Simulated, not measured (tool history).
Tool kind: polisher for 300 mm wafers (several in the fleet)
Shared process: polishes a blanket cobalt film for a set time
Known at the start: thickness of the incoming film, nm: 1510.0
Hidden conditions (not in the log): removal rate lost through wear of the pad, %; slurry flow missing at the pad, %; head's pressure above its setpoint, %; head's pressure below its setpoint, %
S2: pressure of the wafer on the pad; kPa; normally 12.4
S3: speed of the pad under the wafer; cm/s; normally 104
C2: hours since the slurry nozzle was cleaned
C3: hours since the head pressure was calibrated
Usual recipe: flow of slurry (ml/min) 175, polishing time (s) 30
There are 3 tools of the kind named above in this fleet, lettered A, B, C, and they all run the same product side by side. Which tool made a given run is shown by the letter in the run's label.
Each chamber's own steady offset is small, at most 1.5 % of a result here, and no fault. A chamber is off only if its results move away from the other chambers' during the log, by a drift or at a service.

{"run": "1A", "day": 0.15, "flow of slurry (ml/min)": 175, "S2": 12.4, "S3": 104, "polishing time (s)": 30, "wafers polished on this pad": 682, "C2": 497.1, "C3": 214.0, "film removed (nm)": 120.26}
{"run": "2B", "day": 0.462, "flow of slurry (ml/min)": 175, "S2": 12.4, "S3": 104, "polishing time (s)": 30, "wafers polished on this pad": 1304, "C2": 250.3, "C3": 518.2, "film removed (nm)": 122.77}
{"run": "3C", "day": 0.612, "flow of slurry (ml/min)": 175, "S2": 12.4, "S3": 104, "polishing time (s)": 30, "wafers polished on this pad": 1032, "C2": 65.4, "C3": 964.1, "film removed (nm)": 122.78}
{"run": "4A", "day": 0.8, "flow of slurry (ml/min)": 175, "S2": 12.4, "S3": 104, "polishing time (s)": 30, "wafers polished on this pad": 838, "C2": 512.7, "C3": 229.6, "film removed (nm)": 120.43}
{"day": 0.838, "done": "chamber B: worn pad replaced by a new one"}
{"run": "5B", "day": 1.079, "flow of slurry (ml/min)": 175, "S2": 12.4, "S3": 104, "polishing time (s)": 30, "wafers polished on this pad": 58, "C2": 265.1, "C3": 533.0, "film removed (nm)": 120.31}
{"run": "6C", "day": 1.358, "flow of slurry (ml/min)": 175, "S2": 12.4, "S3": 104, "polishing time (s)": 30, "wafers polished on this pad": 1211, "C2": 83.3, "C3": 982.0, "film removed (nm)": 122.1}
{"day": 1.617, "done": "chamber A: worn pad replaced by a new one"}
{"run": "7C", "day": 1.646, "flow of slurry (ml/min)": 205, "S2": 12.4, "S3": 104, "polishing time (s)": 30, "wafers polished on this pad": 1279, "C2": 90.2, "C3": 988.9, "film removed (nm)": 124.25}
{"run": "8A", "day": 1.888, "flow of slurry (ml/min)": 205, "S2": 12.4, "S3": 104, "polishing time (s)": 30, "wafers polished on this pad": 64, "C2": 538.8, "C3": 255.7, "film removed (nm)": 123.24}
{"day": 2.05, "done": "chamber A: slurry nozzle cleaned"}
{"day": 2.062, "done": "chamber C: worn pad replaced by a new one"}
{"run": "9B", "day": 2.129, "flow of slurry (ml/min)": 205, "S2": 12.4, "S3": 104, "polishing time (s)": 30, "wafers polished on this pad": 309, "C2": 290.3, "C3": 558.2, "film removed (nm)": 123.55}
{"run": "10A", "day": 2.354, "flow of slurry (ml/min)": 175, "S2": 12.4, "S3": 104, "polishing time (s)": 30, "wafers polished on this pad": 176, "C2": 7.3, "C3": 266.9, "film removed (nm)": 124.25}
{"run": "11C", "day": 2.65, "flow of slurry (ml/min)": 175, "S2": 12.4, "S3": 104, "polishing time (s)": 30, "wafers polished on this pad": 141, "C2": 114.3, "C3": 1013.0, "film removed (nm)": 123.73}
{"run": "12B", "day": 2.862, "flow of slurry (ml/min)": 175, "S2": 12.4, "S3": 104, "polishing time (s)": 30, "wafers polished on this pad": 485, "C2": 307.9, "C3": 575.8, "film removed (nm)": 119.6}
{"run": "13B", "day": 3.033, "flow of slurry (ml/min)": 175, "S2": 12.4, "S3": 104, "polishing time (s)": 30, "wafers polished on this pad": 526, "C2": 312.0, "C3": 579.9, "film removed (nm)": 120.69}
{"run": "14C", "day": 3.196, "flow of slurry (ml/min)": 175, "S2": 12.4, "S3": 104, "polishing time (s)": 30, "wafers polished on this pad": 272, "C2": 127.4, "C3": 1026.1, "film removed (nm)": 121.62}
{"run": "15A", "day": 3.396, "flow of slurry (ml/min)": 175, "S2": 12.4, "S3": 104, "polishing time (s)": 30, "wafers polished on this pad": 425, "C2": 32.3, "C3": 291.9, "film removed (nm)": 121.67}
{"run": "16A", "day": 3.625, "flow of slurry (ml/min)": 175, "S2": 12.4, "S3": 104, "polishing time (s)": 30, "wafers polished on this pad": 480, "C2": 37.8, "C3": 297.4, "film removed (nm)": 122.16}
{"run": "17B", "day": 3.862, "flow of slurry (ml/min)": 175, "S2": 12.4, "S3": 104, "polishing time (s)": 30, "wafers polished on this pad": 724, "C2": 331.9, "C3": 599.8, "film removed (nm)": 119.76}
{"day": 4.017, "done": "chamber B: slurry nozzle cleaned"}
{"run": "18C", "day": 4.133, "flow of slurry (ml/min)": 175, "S2": 12.4, "S3": 104, "polishing time (s)": 30, "wafers polished on this pad": 496, "C2": 149.9, "C3": 1048.6, "film removed (nm)": 121.48}
{"day": 4.15, "done": "chamber B: head pressure recalibrated"}
{"run": "19A", "day": 4.438, "flow of slurry (ml/min)": 175, "S2": 12.4, "S3": 104, "polishing time (s)": 30, "wafers polished on this pad": 674, "C2": 57.3, "C3": 316.9, "film removed (nm)": 121.56}
{"run": "20B", "day": 4.604, "flow of slurry (ml/min)": 210, "S2": 11.0, "S3": 104, "polishing time (s)": 30, "wafers polished on this pad": 901, "C2": 14.1, "C3": 11.0, "film removed (nm)": 104.62}
{"run": "21C", "day": 4.779, "flow of slurry (ml/min)": 210, "S2": 11.0, "S3": 104, "polishing time (s)": 30, "wafers polished on this pad": 650, "C2": 165.4, "C3": 1064.1, "film removed (nm)": 112.3}
{"run": "22A", "day": 5.05, "flow of slurry (ml/min)": 210, "S2": 11.0, "S3": 104, "polishing time (s)": 30, "wafers polished on this pad": 821, "C2": 72.0, "C3": 331.6, "film removed (nm)": 112.5}
{"run": "23B", "day": 5.2, "flow of slurry (ml/min)": 175, "S2": 12.4, "S3": 104, "polishing time (s)": 30, "wafers polished on this pad": 1044, "C2": 28.4, "C3": 25.3, "film removed (nm)": 113.65}
{"run": "24C", "day": 5.35, "flow of slurry (ml/min)": 175, "S2": 12.4, "S3": 72, "polishing time (s)": 30, "wafers polished on this pad": 787, "C2": 179.1, "C3": 1077.8, "film removed (nm)": 85.577}
{"run": "25A", "day": 5.529, "flow of slurry (ml/min)": 175, "S2": 12.4, "S3": 72, "polishing time (s)": 30, "wafers polished on this pad": 936, "C2": 83.5, "C3": 343.1, "film removed (nm)": 83.286}
{"run": "26B", "day": 5.708, "flow of slurry (ml/min)": 175, "S2": 12.4, "S3": 72, "polishing time (s)": 30, "wafers polished on this pad": 1166, "C2": 40.6, "C3": 37.5, "film removed (nm)": 78.181}
{"day": 5.779, "done": "chamber B: worn pad replaced by a new one"}
{"run": "27C", "day": 5.929, "flow of slurry (ml/min)": 210, "S2": 12.4, "S3": 104, "polishing time (s)": 21, "wafers polished on this pad": 925, "C2": 193.0, "C3": 1091.7, "film removed (nm)": 87.702}
{"day": 6.0, "done": "chamber A: worn pad replaced by a new one"}
{"run": "28A", "day": 6.129, "flow of slurry (ml/min)": 210, "S2": 12.4, "S3": 104, "polishing time (s)": 21, "wafers polished on this pad": 30, "C2": 97.9, "C3": 357.5, "film removed (nm)": 86.624}
{"run": "29C", "day": 6.421, "flow of slurry (ml/min)": 210, "S2": 12.4, "S3": 104, "polishing time (s)": 21, "wafers polished on this pad": 1043, "C2": 204.8, "C3": 1103.5, "film removed (nm)": 88.681}
{"run": "30B", "day": 6.625, "flow of slurry (ml/min)": 175, "S2": 12.4, "S3": 104, "polishing time (s)": 30, "wafers polished on this pad": 203, "C2": 62.6, "C3": 59.5, "film removed (nm)": 114.76}
{"run": "31C", "day": 6.879, "flow of slurry (ml/min)": 175, "S2": 12.4, "S3": 104, "polishing time (s)": 30, "wafers polished on this pad": 1153, "C2": 215.8, "C3": 1114.5, "film removed (nm)": 122.01}
{"day": 7.092, "done": "chamber C: worn pad replaced by a new one"}
{"run": "32B", "day": 7.138, "flow of slurry (ml/min)": 175, "S2": 12.4, "S3": 104, "polishing time (s)": 30, "wafers polished on this pad": 325, "C2": 74.9, "C3": 71.8, "film removed (nm)": 114.27}
{"run": "33A", "day": 7.312, "flow of slurry (ml/min)": 175, "S2": 12.4, "S3": 104, "polishing time (s)": 30, "wafers polished on this pad": 314, "C2": 126.3, "C3": 385.9, "film removed (nm)": 120.28}
{"run": "34B", "day": 7.583, "flow of slurry (ml/min)": 175, "S2": 12.4, "S3": 104, "polishing time (s)": 30, "wafers polished on this pad": 432, "C2": 85.6, "C3": 82.5, "film removed (nm)": 112.63}
{"run": "35A", "day": 7.762, "flow of slurry (ml/min)": 175, "S2": 12.4, "S3": 104, "polishing time (s)": 30, "wafers polished on this pad": 421, "C2": 137.1, "C3": 396.7, "film removed (nm)": 122.39}
{"run": "36C", "day": 8.004, "flow of slurry (ml/min)": 175, "S2": 12.4, "S3": 104, "polishing time (s)": 30, "wafers polished on this pad": 218, "C2": 242.8, "C3": 1141.5, "film removed (nm)": 124.22}
{"run": "37B", "day": 8.308, "flow of slurry (ml/min)": 175, "S2": 12.4, "S3": 104, "polishing time (s)": 30, "wafers polished on this pad": 605, "C2": 103.0, "C3": 99.9, "film removed (nm)": 113.54}
{"run": "38A", "day": 8.604, "flow of slurry (ml/min)": 175, "S2": 12.4, "S3": 104, "polishing time (s)": 30, "wafers polished on this pad": 623, "C2": 157.3, "C3": 416.9, "film removed (nm)": 120.82}
{"run": "39C", "day": 8.875, "flow of slurry (ml/min)": 175, "S2": 12.4, "S3": 104, "polishing time (s)": 30, "wafers polished on this pad": 426, "C2": 263.7, "C3": 1162.4, "film removed (nm)": 121.69}
{"run": "40C", "day": 9.179, "flow of slurry (ml/min)": 175, "S2": 12.4, "S3": 104, "polishing time (s)": 30, "wafers polished on this pad": 499, "C2": 271.0, "C3": 1169.7, "film removed (nm)": 123.1}
{"run": "41B", "day": 9.375, "flow of slurry (ml/min)": 175, "S2": 12.4, "S3": 104, "polishing time (s)": 30, "wafers polished on this pad": 860, "C2": 128.6, "C3": 125.5, "film removed (nm)": 112.61}
{"run": "42A", "day": 9.525, "flow of slurry (ml/min)": 175, "S2": 12.4, "S3": 104, "polishing time (s)": 30, "wafers polished on this pad": 843, "C2": 179.4, "C3": 439.0, "film removed (nm)": 121.58}
{"run": "43C", "day": 9.838, "flow of slurry (ml/min)": 175, "S2": 12.4, "S3": 104, "polishing time (s)": 30, "wafers polished on this pad": 657, "C2": 286.8, "C3": 1185.5, "film removed (nm)": 122.19}
{"run": "44B", "day": 10.062, "flow of slurry (ml/min)": 175, "S2": 12.4, "S3": 104, "polishing time (s)": 30, "wafers polished on this pad": 1025, "C2": 145.1, "C3": 142.0, "film removed (nm)": 114.49}

Predict what each chamber gives when all 3 of them run the settings below next.
{"run": "45A", "day": 10.283, "flow of slurry (ml/min)": 175, "S2": 12.4, "S3": 104, "polishing time (s)": 30, "film removed (nm)": "?"}
{"run": "45B", "day": 10.283, "flow of slurry (ml/min)": 175, "S2": 12.4, "S3": 104, "polishing time (s)": 30, "film removed (nm)": "?"}
{"run": "45C", "day": 10.283, "flow of slurry (ml/min)": 175, "S2": 12.4, "S3": 104, "polishing time (s)": 30, "film removed (nm)": "?"}

run=45A film_removed_(nm)=122.230
run=45B film_removed_(nm)=113.160
run=45C film_removed_(nm)=121.010

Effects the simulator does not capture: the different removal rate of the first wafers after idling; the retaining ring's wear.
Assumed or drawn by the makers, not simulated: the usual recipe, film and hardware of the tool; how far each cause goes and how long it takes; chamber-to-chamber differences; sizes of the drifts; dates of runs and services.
